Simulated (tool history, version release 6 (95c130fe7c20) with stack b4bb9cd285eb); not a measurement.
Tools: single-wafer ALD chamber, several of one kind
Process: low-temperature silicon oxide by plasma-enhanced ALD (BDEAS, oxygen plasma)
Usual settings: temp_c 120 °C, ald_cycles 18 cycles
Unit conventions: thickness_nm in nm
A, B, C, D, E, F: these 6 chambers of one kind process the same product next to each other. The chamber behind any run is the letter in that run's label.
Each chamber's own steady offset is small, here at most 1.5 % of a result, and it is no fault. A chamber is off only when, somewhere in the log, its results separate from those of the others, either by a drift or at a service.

run,hour,temp_c,ald_cycles,"read-back reference wafer on the same gauge, thickness_nm",thickness_nm
1E,4.2,120,18,2.0799,2.4843
2A,7.0,120,18,2.0790,2.5128
3C,9.6,120,18,2.0796,2.4736
4B,13.0,120,18,2.0791,2.4836
5F,16.3,120,18,2.0790,2.4907
6D,19.7,120,18,2.0783,2.4577
7A,22.3,120,18,2.0790,2.5132
8D,26.1,127,20,2.0781,2.6973
9F,30.0,127,20,2.0774,2.7234
10E,33.7,127,20,2.0769,2.7217
11B,36.3,127,20,2.0775,2.7312
12C,38.6,127,20,2.0775,2.7117
# hour 39.5: chamber A: thermocouple changed; heater temperature recalibrated
13A,42.3,127,20,2.0771,2.7537
14E,46.2,120,18,2.0765,2.4819
15C,48.7,120,18,2.0758,2.4661
16F,53.0,120,18,2.0761,2.4829
17B,55.5,125,15,2.0762,2.0515
18D,59.0,125,15,2.0753,2.0281
19C,63.9,125,15,2.0747,2.0393
20A,68.1,125,15,2.0752,2.0688
21E,71.8,125,15,2.0740,2.0463
22D,75.9,125,15,2.0737,2.0277
23F,79.8,120,18,2.0741,2.4816
24B,84.0,120,18,2.0732,2.4836
25C,86.5,120,18,2.0738,2.4639
26D,90.0,120,20,2.0738,2.7261
27B,94.6,120,20,2.0728,2.7560
28F,97.9,120,20,2.0721,2.7590
29E,101.3,120,20,2.0727,2.7513
30A,106.2,120,20,2.0719,2.7890
31F,109.5,120,20,2.0717,2.7574
32B,113.0,120,18,2.0714,2.4822
33D,116.0,120,18,2.0720,2.4544
34E,120.0,120,18,2.0710,2.4757
35A,124.2,120,18,2.0707,2.5067
36C,128.2,120,18,2.0706,2.4591
37E,132.6,127,15,2.0694,2.0342
38D,135.6,127,15,2.0697,2.0161

Next, every chamber runs the same settings. What will each give?
39A,139.2,120,18,,?
39B,139.2,120,18,,?
39C,139.2,120,18,,?
39D,139.2,120,18,,?
39E,139.2,120,18,,?
39F,139.2,120,18,,?

run,thickness_nm
39A,2.5025
39B,2.4795
39C,2.4626
39D,2.4468
39E,2.4763
39F,2.4767
